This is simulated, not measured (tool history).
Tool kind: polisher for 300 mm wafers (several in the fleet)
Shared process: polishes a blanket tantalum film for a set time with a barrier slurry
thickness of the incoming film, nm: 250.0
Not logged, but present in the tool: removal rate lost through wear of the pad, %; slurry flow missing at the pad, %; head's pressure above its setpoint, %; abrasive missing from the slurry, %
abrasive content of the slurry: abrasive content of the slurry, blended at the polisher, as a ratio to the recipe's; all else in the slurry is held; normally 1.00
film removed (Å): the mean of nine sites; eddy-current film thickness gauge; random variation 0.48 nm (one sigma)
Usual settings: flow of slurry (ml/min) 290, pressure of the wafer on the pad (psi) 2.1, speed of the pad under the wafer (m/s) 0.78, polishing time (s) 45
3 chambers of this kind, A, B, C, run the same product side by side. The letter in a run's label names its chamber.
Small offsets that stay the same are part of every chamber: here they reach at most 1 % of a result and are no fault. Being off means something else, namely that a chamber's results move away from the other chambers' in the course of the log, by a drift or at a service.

run	hour	flow of slurry (ml/min)	pressure of the wafer on the pad (psi)	speed of the pad under the wafer (m/s)	abrasive content of the slurry	polishing time (s)	wafers polished on this pad	hours since the slurry nozzle was cleaned	hours since the head pressure was calibrated	hours since the slurry blender was calibrated	film removed (Å)
# hour 5.7: chamber C: worn pad replaced by a new one
# hour 6.1: chamber C: slurry blender recalibrated
# hour 10.1: chamber A: worn pad replaced by a new one
1A	10.5	290	2.1	0.78	1.00	45	4	225.6	259.4	302.1	677.91
# hour 16.0: chamber A: slurry blender recalibrated
2B	20.4	290	2.1	0.78	1.00	45	513	437.9	576.8	94.7	688.58
3C	25.9	290	2.1	0.78	1.00	45	208	76.8	682.1	19.8	693.51
4A	36.3	290	2.1	0.78	1.00	45	269	251.4	285.2	20.4	686.98
# hour 40.6: chamber B: worn pad replaced by a new one
5B	45.9	290	2.1	0.78	1.00	45	55	463.4	602.3	120.2	686.73
6C	54.4	290	2.1	0.78	1.00	45	501	105.3	710.6	48.3	688.68
7B	59.7	290	2.6	0.78	1.00	45	197	477.2	616.1	134.0	852.74
# hour 65.7: chamber A: head pressure recalibrated
8C	67.5	290	2.6	0.78	1.00	45	636	118.4	723.7	61.4	851.33
# hour 68.0: chamber C: worn pad replaced by a new one
9A	77.2	290	2.6	0.78	1.00	45	690	292.3	11.5	61.3	847.65
10C	86.9	290	2.1	0.56	1.30	45	195	137.8	743.1	80.8	526.57
11B	93.8	290	2.1	0.56	1.30	45	548	511.3	650.2	168.1	527.22
# hour 94.1: chamber B: slurry nozzle cleaned
12A	102.3	290	2.1	0.56	1.30	45	948	317.4	36.6	86.4	523.56
# hour 106.4: chamber C: head pressure recalibrated
13B	112.6	290	2.1	0.78	1.00	45	741	18.6	669.0	186.9	682.03
14C	119.9	290	2.1	0.78	1.00	45	534	170.8	13.5	113.8	691.05
15A	126.6	290	2.1	0.78	1.00	45	1198	341.7	60.9	110.7	682.22
# hour 127.3: chamber B: worn pad replaced by a new one
16A	132.3	290	2.6	0.78	0.75	45	1257	347.4	66.6	116.4	769.99
# hour 133.7: chamber C: worn pad replaced by a new one
17B	141.0	290	2.6	0.78	0.75	45	141	47.0	697.4	215.3	783.10
18C	148.8	290	2.6	0.78	0.75	45	156	199.7	42.4	142.7	767.95
19C	158.0	290	2.1	0.78	1.00	45	250	208.9	51.6	151.9	691.43
# hour 159.5: chamber A: worn pad replaced by a new one
# hour 159.5: chamber B: slurry blender recalibrated
20A	168.0	290	2.1	0.78	1.00	45	88	383.1	102.3	152.1	684.17
21B	178.4	290	2.1	0.78	1.00	45	526	84.4	734.8	18.9	696.14
22A	185.3	225	2.1	0.78	1.00	52	266	400.4	119.6	169.4	766.15
23B	192.6	225	2.1	0.78	1.00	52	672	98.6	749.0	33.1	786.92
# hour 199.7: chamber C: worn pad replaced by a new one
24C	200.8	225	2.1	0.78	1.00	52	11	251.7	94.4	194.7	774.18
# hour 200.9: chamber B: worn pad replaced by a new one
25A	210.1	290	2.1	0.78	1.00	45	521	425.2	144.4	194.2	683.24
# hour 213.8: chamber C: slurry blender recalibrated
26C	217.0	290	2.1	0.78	1.00	45	178	267.9	110.6	3.3	689.90
27B	223.0	290	2.1	0.78	1.00	45	227	129.0	779.4	63.5	717.27
28A	233.6	290	2.1	0.78	1.00	45	763	448.7	167.9	217.7	692.07
29B	244.0	290	2.1	0.78	1.00	45	443	150.0	800.4	84.5	713.28
30C	250.0	290	2.1	0.78	1.00	45	518	300.9	143.6	36.3	686.52
31A	258.3	195	2.1	0.78	1.00	45	1017	473.4	192.6	242.4	657.25
32C	268.1	195	2.1	0.78	1.00	45	704	319.0	161.7	54.4	659.69
# hour 272.8: chamber C: worn pad replaced by a new one
33B	273.4	195	2.1	0.78	1.00	45	746	179.4	829.8	113.9	686.83
# hour 280.5: chamber B: worn pad replaced by a new one
34B	281.3	290	2.1	0.78	1.00	45	8	187.3	837.7	121.8	727.67
35A	289.3	325	1.9	0.78	1.00	45	1336	504.4	223.6	273.4	625.52
36C	295.3	325	1.9	0.78	1.00	45	232	346.2	188.9	81.6	622.75
37C	300.6	325	1.9	0.78	1.00	45	286	351.5	194.2	86.9	626.82
# hour 309.3: chamber A: worn pad replaced by a new one
38A	310.1	290	2.1	0.78	1.00	45	8	525.2	244.4	294.2	692.27
39B	316.6	290	2.1	0.78	1.00	45	371	222.6	873.0	157.1	733.12
40A	322.8	290	2.1	0.78	1.00	45	139	537.9	257.1	306.9	678.33
41B	327.8	290	2.1	0.64	1.15	45	486	233.8	884.2	168.3	629.80
42C	336.5	290	2.1	0.64	1.15	45	656	387.4	230.1	122.8	577.44
43B	344.2	290	2.1	0.64	1.15	45	655	250.2	900.6	184.7	637.03

Decide between three cases: one chamber stands off from its peers, the gauge reading all wafers drifts, or nothing is wrong past each chamber's small offset. Where a chamber is off, say which and what most likely put it there.

Little by little, chamber B moves away from the other chambers.
What lies behind it: head's pressure above its setpoint, % = 8.18.

Here are 4 candidates for chamber B's next run, each the usual settings with a change, their results left as question marks. Which one brings its results back in line with what the others give on the usual settings?
In line here means within this much of the mean the other chambers give on the usual settings: film removed (Å) 17.00
44B-1	351.8	290	2.0	0.74	1.00	42					?
44B-2	351.8	290	2.1	0.78	1.35	45					?
44B-3	351.8	290	2.1	0.84	1.00	49					?
44B-4	351.8	290	2.0	0.76	1.00	45					?

Average result of the remaining chambers running the usual settings: film removed (Å) 684.98
run	film removed (Å)
44B-1	629.31
44B-2	804.91
44B-3	876.27
44B-4	692.77
44B-4 brings the chamber back in line.
